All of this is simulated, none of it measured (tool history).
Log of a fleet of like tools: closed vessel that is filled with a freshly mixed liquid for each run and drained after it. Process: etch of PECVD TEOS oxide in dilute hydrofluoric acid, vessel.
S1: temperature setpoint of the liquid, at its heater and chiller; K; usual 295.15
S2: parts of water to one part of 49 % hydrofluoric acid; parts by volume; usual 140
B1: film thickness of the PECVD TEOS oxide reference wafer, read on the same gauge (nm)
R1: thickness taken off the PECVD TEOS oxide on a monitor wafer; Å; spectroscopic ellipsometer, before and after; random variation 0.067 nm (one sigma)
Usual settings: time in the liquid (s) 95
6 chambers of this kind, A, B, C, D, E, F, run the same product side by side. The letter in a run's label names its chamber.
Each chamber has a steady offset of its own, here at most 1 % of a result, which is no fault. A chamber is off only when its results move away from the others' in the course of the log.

run 1A hour=9 | S1=295.15 S2=140 time_in_the_liquid_(s)=95 | B1=69.998 | R1=168.91
run 2F hour=20.5 | S1=295.15 S2=140 time_in_the_liquid_(s)=95 | B1=70.023 | R1=169.82
run 3E hour=31.1 | S1=295.15 S2=140 time_in_the_liquid_(s)=95 | B1=69.99 | R1=171.4
run 4C hour=41.6 | S1=295.15 S2=140 time_in_the_liquid_(s)=95 | B1=70.001 | R1=170.85
run 5B hour=52.2 | S1=295.15 S2=140 time_in_the_liquid_(s)=95 | B1=69.992 | R1=170.19
run 6D hour=58.3 | S1=295.15 S2=140 time_in_the_liquid_(s)=95 | B1=69.986 | R1=169.91
-- hour=61.6 chamber C: thermometer replaced
run 7F hour=63.9 | S1=295.15 S2=140 time_in_the_liquid_(s)=95 | B1=70.017 | R1=169.88
run 8C hour=74 | S1=295.15 S2=140 time_in_the_liquid_(s)=60 | B1=70.004 | R1=108.38
run 9B hour=80.3 | S1=295.15 S2=140 time_in_the_liquid_(s)=60 | B1=69.99 | R1=107.52
run 10D hour=87.7 | S1=295.15 S2=140 time_in_the_liquid_(s)=60 | B1=69.995 | R1=106.67
run 11E hour=95.8 | S1=295.15 S2=140 time_in_the_liquid_(s)=60 | B1=70.003 | R1=108.48
run 12A hour=108.1 | S1=295.15 S2=140 time_in_the_liquid_(s)=60 | B1=69.997 | R1=106.98
run 13C hour=114.4 | S1=295.15 S2=140 time_in_the_liquid_(s)=60 | B1=70.019 | R1=108.25
run 14D hour=126.2 | S1=295.15 S2=140 time_in_the_liquid_(s)=95 | B1=69.982 | R1=169.46
run 15B hour=131.7 | S1=295.15 S2=140 time_in_the_liquid_(s)=95 | B1=70.013 | R1=172.21
-- hour=136.6 chamber E: hydrofluoric acid flow meter replaced
run 16F hour=138.3 | S1=295.15 S2=140 time_in_the_liquid_(s)=95 | B1=70.004 | R1=170.23
-- hour=141.5 chamber A: hydrofluoric acid flow meter replaced
run 17A hour=145.7 | S1=295.15 S2=140 time_in_the_liquid_(s)=95 | B1=69.995 | R1=168.82
run 18E hour=154.1 | S1=293.15 S2=140 time_in_the_liquid_(s)=95 | B1=69.996 | R1=159.18
run 19E hour=165.7 | S1=293.15 S2=140 time_in_the_liquid_(s)=95 | B1=69.993 | R1=157.84
run 20D hour=175.6 | S1=293.15 S2=140 time_in_the_liquid_(s)=95 | B1=70.004 | R1=156.58
run 21C hour=187.7 | S1=293.15 S2=140 time_in_the_liquid_(s)=95 | B1=70.014 | R1=158.76
run 22A hour=196.2 | S1=293.15 S2=140 time_in_the_liquid_(s)=95 | B1=70.002 | R1=155.83
run 23B hour=207.6 | S1=293.15 S2=140 time_in_the_liquid_(s)=95 | B1=70 | R1=157.55
run 24F hour=217.9 | S1=295.15 S2=140 time_in_the_liquid_(s)=95 | B1=69.999 | R1=169.75
run 25B hour=230.4 | S1=295.15 S2=140 time_in_the_liquid_(s)=95 | B1=69.994 | R1=170.2
run 26F hour=237.9 | S1=295.15 S2=195 time_in_the_liquid_(s)=95 | B1=69.996 | R1=115.66
run 27E hour=244.7 | S1=295.15 S2=195 time_in_the_liquid_(s)=95 | B1=70.004 | R1=116.28
run 28D hour=253.4 | S1=295.15 S2=195 time_in_the_liquid_(s)=95 | B1=70.008 | R1=114.33
run 29C hour=265.3 | S1=295.15 S2=195 time_in_the_liquid_(s)=95 | B1=69.992 | R1=115.85
run 30A hour=271.9 | S1=295.15 S2=195 time_in_the_liquid_(s)=95 | B1=70.029 | R1=113.37
run 31A hour=280.5 | S1=295.15 S2=195 time_in_the_liquid_(s)=95 | B1=70.015 | R1=113.86
run 32B hour=287.4 | S1=295.15 S2=140 time_in_the_liquid_(s)=95 | B1=70 | R1=171
run 33C hour=299.8 | S1=295.15 S2=140 time_in_the_liquid_(s)=95 | B1=69.984 | R1=171.47
run 34E hour=307.5 | S1=295.15 S2=140 time_in_the_liquid_(s)=50 | B1=70 | R1=89.685
run 35D hour=318 | S1=295.15 S2=140 time_in_the_liquid_(s)=50 | B1=70.021 | R1=89.148
run 36F hour=325.5 | S1=295.15 S2=140 time_in_the_liquid_(s)=50 | B1=70.009 | R1=88.984
run 37F hour=332.2 | S1=295.15 S2=140 time_in_the_liquid_(s)=50 | B1=70.019 | R1=89.84
run 38B hour=341.2 | S1=295.15 S2=140 time_in_the_liquid_(s)=50 | B1=70.018 | R1=90.237

Next, every chamber runs the same settings. What will each give?
run 39A hour=350.1 | S1=290.65 S2=140 time_in_the_liquid_(s)=95 | R1=?
run 39B hour=350.1 | S1=290.65 S2=140 time_in_the_liquid_(s)=95 | R1=?
run 39C hour=350.1 | S1=290.65 S2=140 time_in_the_liquid_(s)=95 | R1=?
run 39D hour=350.1 | S1=290.65 S2=140 time_in_the_liquid_(s)=95 | R1=?
run 39E hour=350.1 | S1=290.65 S2=140 time_in_the_liquid_(s)=95 | R1=?
run 39F hour=350.1 | S1=290.65 S2=140 time_in_the_liquid_(s)=95 | R1=?

run=39A R1=140.64
run=39B R1=142.67
run=39C R1=143.07
run=39D R1=140.34
run=39E R1=143.35
run=39F R1=141.03
